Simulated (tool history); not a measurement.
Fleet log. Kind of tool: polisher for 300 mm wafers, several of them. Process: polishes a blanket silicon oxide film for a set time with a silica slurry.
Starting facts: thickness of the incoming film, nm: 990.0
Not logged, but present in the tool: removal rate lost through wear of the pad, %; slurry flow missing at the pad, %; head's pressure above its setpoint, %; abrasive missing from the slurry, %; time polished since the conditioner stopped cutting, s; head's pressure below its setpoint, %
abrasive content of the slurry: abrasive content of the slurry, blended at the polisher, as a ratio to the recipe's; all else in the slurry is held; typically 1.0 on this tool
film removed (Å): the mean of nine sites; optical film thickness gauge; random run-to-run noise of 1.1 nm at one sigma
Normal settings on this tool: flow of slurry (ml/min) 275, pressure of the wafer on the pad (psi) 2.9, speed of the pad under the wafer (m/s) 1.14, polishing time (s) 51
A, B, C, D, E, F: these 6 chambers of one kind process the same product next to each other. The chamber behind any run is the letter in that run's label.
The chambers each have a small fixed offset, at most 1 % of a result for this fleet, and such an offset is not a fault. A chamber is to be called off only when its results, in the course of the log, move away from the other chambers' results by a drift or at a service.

run   hour  flow of slurry (ml/min)  pressure of the wafer on the pad (psi)  speed of the pad under the wafer (m/s)  abrasive content of the slurry  polishing time (s)  wafers polished on this pad  hours since the slurry nozzle was cleaned  hours since the head pressure was calibrated  hours since the slurry blender was calibrated  hours since the conditioning disc was replaced  film removed (Å)
       4.1  -- chamber C: worn pad replaced by a new one
 1C    6.1                      275                                     2.9                                    1.14                             1.0                  51                           28                                      116.6                                         562.6                                          109.5                                           335.8           1391.80
 2D   13.9                      275                                     2.9                                    1.14                             1.0                  51                          731                                      871.3                                        1160.5                                           28.0                                            52.8           1386.40
 3F   19.0                      275                                     2.9                                    1.14                             1.0                  51                          478                                       79.9                                         869.7                                          112.8                                            72.2           1397.60
 4E   25.9                      275                                     2.9                                    1.14                             1.0                  51                          982                                      201.8                                         226.1                                          407.1                                           123.2           1376.90
      28.0  -- chamber D: head pressure recalibrated
      29.9  -- chamber E: slurry blender recalibrated
 5B   34.4                      275                                     2.9                                    1.14                             1.0                  51                          644                                      645.7                                         748.1                                           75.1                                           243.2           1392.30
 6A   42.9                      320                                     2.9                                    1.14                             1.0                  51                          868                                      233.4                                        1113.8                                          193.9                                           214.5           1431.10
      48.0  -- chamber D: worn pad replaced by a new one
 7B   49.0                      320                                     2.9                                    1.14                             1.0                  51                          842                                      660.3                                         762.7                                           89.7                                           257.8           1415.00
      49.2  -- chamber B: head pressure recalibrated
 8A   54.5                      320                                     2.9                                    1.14                             1.0                  51                         1025                                      245.0                                        1125.4                                          205.5                                           226.1           1429.80
      54.7  -- chamber F: worn pad replaced by a new one
      59.7  -- chamber C: worn pad replaced by a new one
      60.4  -- chamber D: slurry nozzle cleaned
 9D   60.5                      320                                     2.9                                    1.14                             1.0                  51                          169                                        0.2                                          32.6                                           74.6                                            99.4           1418.40
      65.9  -- chamber B: worn pad replaced by a new one
      66.6  -- chamber E: worn pad replaced by a new one
10F   69.7                      320                                     2.9                                    1.14                             1.0                  51                          203                                      130.6                                         920.4                                          163.5                                           122.9           1418.30
      70.9  -- chamber A: head pressure recalibrated
      73.3  -- chamber A: worn pad replaced by a new one
      76.9  -- chamber A: conditioning disc replaced and pad reconditioned
      77.9  -- chamber A: slurry blender recalibrated
11C   79.5                      320                                     2.9                                    1.14                             1.0                  51                          268                                      190.0                                         636.0                                          182.9                                           409.2           1434.00
12E   88.6                      275                                     2.9                                    1.14                             1.0                  51                          297                                      264.5                                         288.8                                           58.8                                           185.9           1392.20
13E   97.8                      275                                     2.9                                    1.14                             1.0                  51                          422                                      273.7                                         298.0                                           68.0                                           195.1           1382.80
14D  108.0                      275                                     2.9                                    1.14                             1.0                  51                          812                                       47.7                                          80.1                                          122.1                                           146.9           1401.00
     109.5  -- chamber F: conditioning disc replaced and pad reconditioned
15C  116.1                      275                                     2.9                                    1.14                             1.0                  51                          764                                      226.6                                         672.6                                          219.5                                           445.8           1400.00
     116.2  -- chamber C: worn pad replaced by a new one
16F  121.9                      225                                     3.6                                    1.14                             1.0                  51                          910                                      182.8                                         972.6                                          215.7                                            12.4           1672.60
17B  126.6                      225                                     3.6                                    1.14                             1.0                  51                          822                                      737.9                                          77.4                                          167.3                                           335.4           1664.60
     127.2  -- chamber D: slurry blender recalibrated
     130.5  -- chamber F: worn pad replaced by a new one
18A  131.4                      225                                     3.6                                    1.14                             1.0                  51                          786                                      321.9                                          60.5                                           53.5                                            54.6           1718.60
     132.7  -- chamber E: head pressure recalibrated
     132.8  -- chamber D: worn pad replaced by a new one
     137.1  -- chamber B: conditioning disc replaced and pad reconditioned
19B  138.8                      225                                     3.6                                    1.14                             1.0                  51                          987                                      750.1                                          89.6                                          179.5                                             1.7           1701.50
     142.5  -- chamber B: worn pad replaced by a new one
20D  146.1                      225                                     3.6                                    1.14                             1.0                  51                          180                                       85.8                                         118.2                                           19.0                                           185.0           1698.30
     151.8  -- chamber E: slurry nozzle cleaned
21C  153.5                      225                                     3.6                                    1.14                             1.0                  51                          505                                      264.0                                         710.0                                          256.9                                           483.2           1703.70
22A  163.5                      275                                     3.5                                    1.14                             0.8                  51                         1221                                      354.0                                          92.6                                           85.6                                            86.7           1535.20
     166.3  -- chamber A: worn pad replaced by a new one
     167.0  -- chamber C: slurry blender recalibrated
     169.8  -- chamber C: conditioning disc replaced and pad reconditioned
23F  169.8                      275                                     3.5                                    1.14                             0.8                  51                          532                                      230.7                                        1020.5                                          263.6                                            60.3           1464.30
24E  174.8                      275                                     3.5                                    1.14                             0.8                  51                         1464                                       23.0                                          42.1                                          145.0                                           272.1           1491.50
     180.7  -- chamber E: worn pad replaced by a new one
     184.1  -- chamber C: worn pad replaced by a new one
25A  184.7                      275                                     3.5                                    1.14                             0.8                  51                          249                                      375.2                                         113.8                                          106.8                                           107.9           1529.00
26E  191.4                      275                                     3.5                                    1.14                             0.8                  51                          144                                       39.6                                          58.7                                          161.6                                           288.7           1490.90
27C  200.1                      275                                     3.5                                    1.14                             0.8                  51                          217                                      310.6                                         756.6                                           33.1                                            30.4           1493.60
28B  206.1                      275                                     2.9                                    1.14                             1.0                  51                          861                                      817.4                                         156.9                                          246.8                                            69.0           1387.20
     211.0  -- chamber D: conditioning disc replaced and pad reconditioned
     211.0  -- chamber A: slurry nozzle cleaned
     211.8  -- chamber F: worn pad replaced by a new one
29D  215.4                      275                                     2.9                                    1.14                             1.0                  51                         1118                                      155.1                                         187.5                                           88.3                                             4.5           1378.10
     215.5  -- chamber B: worn pad replaced by a new one
     220.2  -- chamber D: worn pad replaced by a new one
30F  223.0                      275                                     2.9                                    1.14                             1.0                  51                          151                                      283.9                                        1073.7                                          316.8                                           113.5           1338.00
31A  227.7                      275                                     2.9                                    1.14                             1.0                  51                          832                                       16.7                                         156.8                                          149.8                                           150.9           1416.30
     233.8  -- chamber B: slurry nozzle cleaned
32C  236.8                      275                                     2.9                                    1.14                             1.0                  51                          713                                      347.3                                         793.3                                           69.8                                            67.1           1421.30
     237.8  -- chamber F: slurry nozzle cleaned
     244.9  -- chamber C: worn pad replaced by a new one
33E  246.1                      275                                     2.9                                    1.14                             1.0                  51                          885                                       94.3                                         113.4                                          216.3                                           343.4           1387.60
     250.9  -- chamber B: slurry blender recalibrated
34B  252.6                      275                                     2.9                                    1.14                             1.0                  51                          502                                       18.8                                         203.4                                            1.8                                           115.5           1401.00
35F  262.3                      275                                     2.9                                    1.14                             1.0                  51                          683                                       24.5                                        1113.0                                          356.1                                           152.8           1298.30
     264.1  -- chamber D: slurry blender recalibrated
36D  270.3                      275                                     2.1                                    1.14                             1.0                  51                          678                                      210.0                                         242.4                                            6.3                                            59.4           1003.10
37D  278.3                      275                                     2.1                                    1.14                             1.0                  51                          786                                      218.0                                         250.4                                           14.3                                            67.4           1006.50
     278.7  -- chamber B: worn pad replaced by a new one
     279.0  -- chamber A: worn pad replaced by a new one
38A  283.6                      275                                     2.1                                    1.14                             1.0                  51                           62                                       72.6                                         212.7                                          205.7                                           206.8           1013.80
     285.8  -- chamber E: worn pad replaced by a new one
39F  288.5                      275                                     2.1                                    1.14                             1.0                  51                         1038                                       50.7                                        1139.2                                          382.3                                           179.0            920.23
40C  297.3                      275                                     2.1                                    1.14                             1.0                  51                          710                                      407.8                                         853.8                                          130.3                                           127.6           1000.70
41E  302.4                      275                                     2.1                                    1.14                             1.0                  51                          225                                      150.6                                         169.7                                          272.6                                           399.7           1009.60
42B  310.6                      245                                     2.9                                    1.14                             1.0                  51                          432                                       76.8                                         261.4                                           59.8                                           173.5           1390.10

Each of the 6 chambers runs these same settings next. Fill in every chamber's results:
43A  317.9                      275                                     2.9                                    1.14                             1.0                  51                                                                                                                                                                                                                                      ?
43B  317.9                      275                                     2.9                                    1.14                             1.0                  51                                                                                                                                                                                                                                      ?
43C  317.9                      275                                     2.9                                    1.14                             1.0                  51                                                                                                                                                                                                                                      ?
43D  317.9                      275                                     2.9                                    1.14                             1.0                  51                                                                                                                                                                                                                                      ?
43E  317.9                      275                                     2.9                                    1.14                             1.0                  51                                                                                                                                                                                                                                      ?
43F  317.9                      275                                     2.9                                    1.14                             1.0                  51                                                                                                                                                                                                                                      ?

run  film removed (Å)
43A           1400.00
43B           1404.40
43C           1395.60
43D           1378.50
43E           1376.00
43F           1259.50

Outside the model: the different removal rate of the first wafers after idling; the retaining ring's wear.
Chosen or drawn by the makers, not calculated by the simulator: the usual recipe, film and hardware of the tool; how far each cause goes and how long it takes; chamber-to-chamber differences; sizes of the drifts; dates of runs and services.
